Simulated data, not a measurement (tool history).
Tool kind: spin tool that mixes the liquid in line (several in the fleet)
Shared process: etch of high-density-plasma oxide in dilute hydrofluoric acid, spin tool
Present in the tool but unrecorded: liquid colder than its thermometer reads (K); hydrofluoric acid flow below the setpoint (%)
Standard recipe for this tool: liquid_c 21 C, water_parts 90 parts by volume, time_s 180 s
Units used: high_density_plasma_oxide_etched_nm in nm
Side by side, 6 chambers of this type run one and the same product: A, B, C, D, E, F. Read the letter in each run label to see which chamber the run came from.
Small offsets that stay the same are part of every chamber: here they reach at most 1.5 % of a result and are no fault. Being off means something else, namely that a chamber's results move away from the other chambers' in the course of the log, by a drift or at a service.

run     day  liquid_c  water_parts  time_s  hours since the thermometer was replaced  hours since the hydrofluoric acid flow meter was replaced  read-back film thickness of the high-density-plasma oxide reference wafer, read on the same gauge (nm)  high_density_plasma_oxide_etched_nm
 1E   0.433        21           90     180                                    1280.5                                                     1078.8                                                                                                  110.02                                9.233
 2C   0.796        21           90     180                                    1960.6                                                     2378.2                                                                                                     110                               9.0438
 3F   1.196        21           90     180                                     628.9                                                     1144.4                                                                                                  110.03                               8.9479
 4A   1.467        21           90     180                                    1322.1                                                      338.8                                                                                                     110                               9.2737
 5B   1.858        21           90     180                                     880.3                                                      407.7                                                                                                  109.99                                9.204
 6D   2.167        21          125     180                                     242.4                                                     1329.7                                                                                                  110.01                               6.3762
 7A   2.721        21          125     180                                    1352.2                                                      368.9                                                                                                  110.04                               6.3912
 8F   3.254        21          125     180                                     678.3                                                     1193.8                                                                                                  109.99                               6.2081
 9E   3.512        21          125     180                                    1354.4                                                     1152.7                                                                                                  110.01                               6.2553
      3.971  -- chamber B: hydrofluoric acid flow meter replaced
10B   4.004        21          125     180                                     931.8                                                        0.9                                                                                                  110.04                               6.4664
      4.079  -- chamber F: hydrofluoric acid flow meter replaced
11D   4.429        21          125     180                                     296.7                                                       1384                                                                                                  109.99                               6.4468
12C   4.871        21           90     180                                    2058.4                                                       2476                                                                                                  109.98                               8.9569
13A   5.338        21           90     180                                      1415                                                      431.7                                                                                                  110.01                               9.2596
14C   5.904        21           90     180                                    2083.2                                                     2500.8                                                                                                  109.97                               9.0402
15F   6.454        21           90     180                                     755.1                                                         57                                                                                                  109.98                                9.058
16E   6.812        21           90     180                                    1433.6                                                     1231.9                                                                                                  110.02                               9.0787
17B   7.179        21           90     180                                      1008                                                       77.1                                                                                                  110.01                               9.1383
18D   7.517        21           90     180                                     370.8                                                     1458.1                                                                                                  109.99                                 9.28
19D   8.012        17           90     145                                     382.7                                                       1470                                                                                                  109.99                               6.4305
      8.021  -- chamber C: hydrofluoric acid flow meter replaced
20F   8.471        17           90     145                                     803.5                                                      105.4                                                                                                  109.98                               6.2275
21B   8.883        17           90     145                                    1048.9                                                        118                                                                                                  110.01                               6.2837
22C    9.25        17           90     145                                    2163.5                                                       29.6                                                                                                  109.99                               6.1413
23E   9.562        17           90     145                                    1499.6                                                     1297.9                                                                                                  109.96                               6.1631
      9.988  -- chamber F: thermometer replaced
24A  10.092        17           90     145                                    1529.1                                                      545.8                                                                                                     110                               6.2458
25B  10.362        21           65     180                                    1084.4                                                      153.5                                                                                                  110.02                               13.063
26D  10.771        21           65     180                                     448.9                                                     1536.2                                                                                                  109.98                               13.181
27C  11.329        21           65     180                                    2213.4                                                       79.5                                                                                                  109.98                               12.901
28F  11.825        21           65     180                                      44.1                                                      185.9                                                                                                  109.94                               13.041
29E  12.258        21           65     180                                    1564.3                                                     1362.6                                                                                                  110.01                                 12.8
30A  12.717        21           65     180                                    1592.1                                                      608.8                                                                                                  110.01                               13.341
31E  13.158        21           90     180                                    1585.9                                                     1384.2                                                                                                  109.99                               9.2072
32F  13.654        21           90     180                                        88                                                      229.8                                                                                                  109.95                               9.0811
33B  14.146        21           90     180                                    1175.2                                                      244.3                                                                                                     110                               9.1155
34D  14.658        21           90     180                                     542.2                                                     1629.5                                                                                                  109.98                               9.2616
35A  15.042        21           90     180                                    1647.9                                                      664.6                                                                                                  110.03                               9.3053
36C   15.45        21           90     180                                    2312.3                                                      178.4                                                                                                  109.99                               9.0889
37A  15.879        21           90     180                                      1668                                                      684.7                                                                                                     110                               9.1977
38B  16.325        21           90     180                                    1227.5                                                      296.6                                                                                                  110.03                               9.2344
39F  16.917        21           90     180                                     166.3                                                      308.1                                                                                                  110.01                               8.9243
     17.292  -- chamber E: hydrofluoric acid flow meter replaced
40D  17.354        21           90     180                                     606.9                                                     1694.2                                                                                                  110.02                               9.1103
41C  17.708        21           90     180                                    2366.5                                                      232.6                                                                                                  110.01                               9.2526
42E  18.183        21           90     180                                    1706.5                                                       21.4                                                                                                  109.99                               9.1918

Next, all 6 chambers run the settings below, one line each with question marks for the results. What does each chamber give?
43A  18.612        21           90     180                                                                                                                                                                                                                                                 ?
43B  18.612        21           90     180                                                                                                                                                                                                                                                 ?
43C  18.612        21           90     180                                                                                                                                                                                                                                                 ?
43D  18.612        21           90     180                                                                                                                                                                                                                                                 ?
43E  18.612        21           90     180                                                                                                                                                                                                                                                 ?
43F  18.612        21           90     180                                                                                                                                                                                                                                                 ?

run  high_density_plasma_oxide_etched_nm
43A                               9.3177
43B                               9.1672
43C                               9.0044
43D                               9.1348
43E                                 9.26
43F                               8.9224
